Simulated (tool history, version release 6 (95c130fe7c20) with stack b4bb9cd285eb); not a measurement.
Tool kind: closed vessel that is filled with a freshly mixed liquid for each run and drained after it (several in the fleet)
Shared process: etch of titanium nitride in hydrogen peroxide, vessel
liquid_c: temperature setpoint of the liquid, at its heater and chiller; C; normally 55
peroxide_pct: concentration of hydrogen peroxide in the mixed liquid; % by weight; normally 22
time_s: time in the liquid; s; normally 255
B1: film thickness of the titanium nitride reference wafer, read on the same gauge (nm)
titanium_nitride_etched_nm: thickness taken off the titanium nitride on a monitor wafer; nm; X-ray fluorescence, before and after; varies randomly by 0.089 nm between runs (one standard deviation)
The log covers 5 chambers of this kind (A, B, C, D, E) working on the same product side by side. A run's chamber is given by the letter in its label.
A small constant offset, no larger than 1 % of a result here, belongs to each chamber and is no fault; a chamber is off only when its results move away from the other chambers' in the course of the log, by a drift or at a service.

Run 1C, hour 9.6: usual settings; B1 99.999. Result: titanium_nitride_etched_nm 26.993 nm.
Run 2D, hour 17.5: usual settings; B1 99.998. Result: titanium_nitride_etched_nm 26.899 nm.
Run 3E, hour 24.4: usual settings; B1 99.947. Result: titanium_nitride_etched_nm 27.214 nm.
Run 4A, hour 37.7: usual settings; B1 99.992. Result: titanium_nitride_etched_nm 26.969 nm.
Run 5B, hour 45.6: usual settings; B1 100. Result: titanium_nitride_etched_nm 27.12 nm.
Run 6C, hour 55.8: usual settings; B1 100. Result: titanium_nitride_etched_nm 26.895 nm.
At hour 58.3: chamber A: peroxide flow meter replaced.
Run 7E, hour 65.6: usual settings; B1 100. Result: titanium_nitride_etched_nm 27.059 nm.
Run 8D, hour 78.9: usual settings; B1 99.989. Result: titanium_nitride_etched_nm 26.885 nm.
At hour 81: chamber C: thermometer replaced.
At hour 84: chamber D: thermometer replaced.
Run 9B, hour 85.5: usual settings; B1 100.03. Result: titanium_nitride_etched_nm 27.106 nm.
Run 10A, hour 99: usual settings; B1 100. Result: titanium_nitride_etched_nm 26.814 nm.
At hour 101: chamber B: new drum of peroxide connected.
Run 11C, hour 110.1: usual settings; B1 99.997. Result: titanium_nitride_etched_nm 26.957 nm.
Run 12E, hour 121.9: usual settings; B1 99.97. Result: titanium_nitride_etched_nm 27.055 nm.
Run 13B, hour 131: usual settings; B1 99.98. Result: titanium_nitride_etched_nm 27.076 nm.
Run 14A, hour 140.9: usual settings; B1 99.946. Result: titanium_nitride_etched_nm 26.723 nm.
Run 15D, hour 148.4: usual settings; B1 99.97. Result: titanium_nitride_etched_nm 27.101 nm.
Run 16D, hour 158.6: usual settings; B1 99.996. Result: titanium_nitride_etched_nm 26.924 nm.
Run 17B, hour 171.4: usual settings; B1 100. Result: titanium_nitride_etched_nm 27.237 nm.
Run 18E, hour 179.6: usual settings; B1 99.996. Result: titanium_nitride_etched_nm 26.997 nm.
Run 19C, hour 190.4: usual settings; B1 100.04. Result: titanium_nitride_etched_nm 26.89 nm.
Run 20A, hour 203: usual settings; B1 100.04. Result: titanium_nitride_etched_nm 26.695 nm.
Run 21C, hour 215.4: usual settings; B1 99.957. Result: titanium_nitride_etched_nm 26.776 nm.
Run 22E, hour 227.8: usual settings; B1 99.981. Result: titanium_nitride_etched_nm 27.002 nm.
At hour 232.1: chamber E: thermometer replaced.
Run 23B, hour 239.6: usual settings; B1 99.997. Result: titanium_nitride_etched_nm 27.041 nm.
At hour 240.1: chamber A: new drum of peroxide connected.
Run 24A, hour 251.3: usual settings; B1 100.02. Result: titanium_nitride_etched_nm 26.541 nm.
Run 25D, hour 264.7: usual settings; B1 99.986. Result: titanium_nitride_etched_nm 26.919 nm.
Run 26B, hour 273.3: usual settings; B1 99.99. Result: titanium_nitride_etched_nm 27.142 nm.
Run 27D, hour 281.2: usual settings; B1 100.02. Result: titanium_nitride_etched_nm 26.938 nm.
Run 28C, hour 291.3: usual settings; B1 99.994. Result: titanium_nitride_etched_nm 26.959 nm.
Run 29A, hour 304.9: usual settings; B1 100.02. Result: titanium_nitride_etched_nm 26.576 nm.
Run 30E, hour 317.4: usual settings; B1 100.03. Result: titanium_nitride_etched_nm 27.196 nm.
Run 31D, hour 323.7: usual settings; B1 100.01. Result: titanium_nitride_etched_nm 26.757 nm.
Run 32E, hour 330: usual settings; B1 99.95. Result: titanium_nitride_etched_nm 26.95 nm.
Run 33B, hour 342: usual settings; B1 100.02. Result: titanium_nitride_etched_nm 27.037 nm.
Run 34C, hour 355: usual settings; B1 100.03. Result: titanium_nitride_etched_nm 26.746 nm.
Run 35A, hour 366.4: usual settings; B1 100.01. Result: titanium_nitride_etched_nm 26.276 nm.
Run 36D, hour 374.8: usual settings; B1 100.01. Result: titanium_nitride_etched_nm 26.923 nm.

Has any chamber moved away from the others, gradually or after a service, or does the common gauge drift, or do the chambers differ only by their own small steady offsets? State the chamber and the most likely cause if one applies.

One chamber, A, drifts off from the rest bit by bit.
Likeliest cause: liquid colder than its thermometer reads (K) = 0.361.

Below are 4 candidate recipes for chamber A's next run, each the usual settings with a change, their results shown as question marks. Which of them brings A's results back in line with what the other chambers give on the usual settings?
In line here means within this much of the mean the other chambers give on the usual settings: titanium_nitride_etched_nm 0.31 nm
Run 37A-1, hour 384.6: usual settings but peroxide_pct 19.5 % by weight. Result: titanium_nitride_etched_nm ?.
Run 37A-2, hour 384.6: usual settings but peroxide_pct 22.5 % by weight. Result: titanium_nitride_etched_nm ?.
Run 37A-3, hour 384.6: usual settings but peroxide_pct 24.5 % by weight. Result: titanium_nitride_etched_nm ?.
Run 37A-4, hour 384.6: usual settings but peroxide_pct 21.5 % by weight. Result: titanium_nitride_etched_nm ?.

On the usual settings, the other chambers give on average: titanium_nitride_etched_nm 26.987 nm
  run  titanium_nitride_etched_nm
37A-1                      25.562
37A-2                      26.366
37A-3                      26.861
37A-4                      26.107
37A-3 puts the chamber back in line with the other chambers.
